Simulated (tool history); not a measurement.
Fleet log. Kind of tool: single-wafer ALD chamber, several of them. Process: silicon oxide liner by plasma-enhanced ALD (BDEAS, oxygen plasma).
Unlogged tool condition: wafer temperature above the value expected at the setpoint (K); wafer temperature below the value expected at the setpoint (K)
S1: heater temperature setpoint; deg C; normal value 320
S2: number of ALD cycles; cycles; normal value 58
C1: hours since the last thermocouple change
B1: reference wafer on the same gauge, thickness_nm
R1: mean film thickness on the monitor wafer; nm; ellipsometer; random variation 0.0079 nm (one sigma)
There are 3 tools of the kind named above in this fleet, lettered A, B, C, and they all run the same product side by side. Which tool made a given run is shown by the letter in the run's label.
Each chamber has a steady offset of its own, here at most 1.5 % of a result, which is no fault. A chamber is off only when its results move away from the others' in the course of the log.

-- hour=4.2 chamber C: thermocouple changed; heater temperature recalibrated
run 1A hour=7.4 | S1=320 S2=58 | C1=741.3 | B1=6.1832 | R1=5.3097
run 2B hour=17.0 | S1=320 S2=58 | C1=1998.7 | B1=6.1841 | R1=5.2797
run 3C hour=24.0 | S1=320 S2=58 | C1=19.9 | B1=6.1841 | R1=5.2544
run 4C hour=33.3 | S1=320 S2=58 | C1=29.2 | B1=6.1888 | R1=5.2488
run 5A hour=40.0 | S1=320 S2=58 | C1=773.9 | B1=6.1871 | R1=5.3160
run 6B hour=45.7 | S1=320 S2=58 | C1=2027.4 | B1=6.1891 | R1=5.2760
run 7C hour=54.8 | S1=320 S2=58 | C1=50.7 | B1=6.1916 | R1=5.2603
run 8A hour=61.6 | S1=320 S2=58 | C1=795.5 | B1=6.1921 | R1=5.3029
run 9B hour=71.2 | S1=320 S2=58 | C1=2052.9 | B1=6.1965 | R1=5.2809
run 10B hour=83.7 | S1=320 S2=58 | C1=2065.4 | B1=6.1992 | R1=5.2750
run 11C hour=94.3 | S1=320 S2=58 | C1=90.2 | B1=6.2011 | R1=5.2673
run 12A hour=102.1 | S1=320 S2=58 | C1=836.0 | B1=6.2008 | R1=5.3157
run 13B hour=108.8 | S1=320 S2=58 | C1=2090.5 | B1=6.2036 | R1=5.2937
run 14A hour=121.7 | S1=320 S2=58 | C1=855.6 | B1=6.2063 | R1=5.3105
run 15C hour=132.0 | S1=320 S2=58 | C1=127.9 | B1=6.2074 | R1=5.2873
run 16C hour=137.9 | S1=320 S2=58 | C1=133.8 | B1=6.2077 | R1=5.2608
run 17B hour=143.9 | S1=320 S2=58 | C1=2125.6 | B1=6.2112 | R1=5.2973
run 18A hour=155.7 | S1=320 S2=58 | C1=889.6 | B1=6.2137 | R1=5.3345
run 19A hour=167.4 | S1=320 S2=58 | C1=901.3 | B1=6.2149 | R1=5.3467
run 20B hour=177.9 | S1=320 S2=58 | C1=2159.6 | B1=6.2186 | R1=5.3009

The same settings go to every chamber for the next run, one line per chamber below. Forecast the results for each:
run 21A hour=187.3 | S1=320 S2=58 | R1=?
run 21B hour=187.3 | S1=320 S2=58 | R1=?
run 21C hour=187.3 | S1=320 S2=58 | R1=?

run=21A R1=5.3272
run=21B R1=5.3087
run=21C R1=5.2843
